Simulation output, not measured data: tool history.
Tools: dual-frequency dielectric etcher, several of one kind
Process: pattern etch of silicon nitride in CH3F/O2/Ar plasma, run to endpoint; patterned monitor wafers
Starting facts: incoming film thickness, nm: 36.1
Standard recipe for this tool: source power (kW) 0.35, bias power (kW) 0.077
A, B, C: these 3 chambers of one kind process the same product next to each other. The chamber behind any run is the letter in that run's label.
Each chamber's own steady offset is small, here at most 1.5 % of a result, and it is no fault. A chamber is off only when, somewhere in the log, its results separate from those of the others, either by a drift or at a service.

run,hour,source power (kW),bias power (kW),hours since the last wet clean,hours since the last source power generator calibration,hours since the last bias power generator calibration,endpoint time (s)
1A,9.4,0.35,0.077,220,1557,1024.8,53.47
2C,15.8,0.35,0.077,432,158.5,1885.5,52.965
3B,23.2,0.35,0.077,347.9,1774.9,1763,54.134
4C,32,0.35,0.077,448.2,174.7,1901.7,53.361
5A,40.6,0.35,0.077,251.2,1588.2,1056,53.4
6B,47.7,0.35,0.077,372.4,1799.4,1787.5,54.188
7B,60.7,0.35,0.077,385.4,1812.4,1800.5,54.107
8A,67.1,0.35,0.077,277.7,1614.7,1082.5,53.318
9C,73.6,0.35,0.077,489.8,216.3,1943.3,53.547
10C,83.4,0.35,0.077,499.6,226.1,1953.1,53.122
11B,97.5,0.35,0.077,422.2,1849.2,1837.3,54.472
12A,110.4,0.35,0.077,321,1658,1125.8,53.552
# hour 114.2: chamber C: wet clean of the chamber
13C,118.5,0.3,0.062,4.4,261.2,1988.2,61.54
14B,128.9,0.3,0.062,453.6,1880.6,1868.7,61.898
# hour 132.3: chamber B: wet clean of the chamber
15A,136.9,0.3,0.062,347.5,1684.5,1152.3,60.828
16C,144,0.35,0.077,29.9,286.7,2013.7,53.989
17B,151.7,0.35,0.077,19.5,1903.4,1891.5,54.313
18A,164.6,0.39,0.071,375.2,1712.2,1180,53.304
19A,174.7,0.39,0.071,385.3,1722.3,1190.1,52.232
20B,182.9,0.39,0.071,50.7,1934.6,1922.7,53.777
21C,192.6,0.35,0.077,78.5,335.3,2062.3,53.72
22C,207,0.35,0.077,92.9,349.7,2076.7,53.452
23B,216.6,0.35,0.077,84.4,1968.3,1956.4,54.718
24A,225.9,0.35,0.077,436.5,1773.5,1241.3,53.2
25A,234.8,0.3,0.069,445.4,1782.4,1250.2,58.975
# hour 236.6: chamber A: wet clean of the chamber
26B,242.1,0.3,0.069,109.9,1993.8,1981.9,59.313
27C,252.4,0.3,0.069,138.3,395.1,2122.1,58.847
28B,265.9,0.35,0.077,133.7,2017.6,2005.7,54.848
29A,276,0.35,0.083,39.5,1823.6,1291.4,51.66
30C,286.2,0.35,0.083,172.1,428.9,2155.9,52.872
31A,300.1,0.35,0.083,63.6,1847.7,1315.5,52.387
32B,310.2,0.35,0.077,178,2061.9,2050,54.466
33C,323.2,0.35,0.077,209.1,465.9,2192.9,53.545
34A,334.7,0.35,0.077,98.2,1882.3,1350.1,53.027
35C,341.9,0.35,0.077,227.8,484.6,2211.6,53.778
36B,350.6,0.35,0.077,218.4,2102.3,2090.4,54.436
37A,357.1,0.35,0.077,120.6,1904.7,1372.5,53.384

Is one chamber out of step, is the gauge drifting, or do the chambers differ by no more than their own small offsets? For an off chamber, give its letter and the likeliest cause.

Beyond each chamber's small constant offset nothing stands out, and the gauge stays steady.
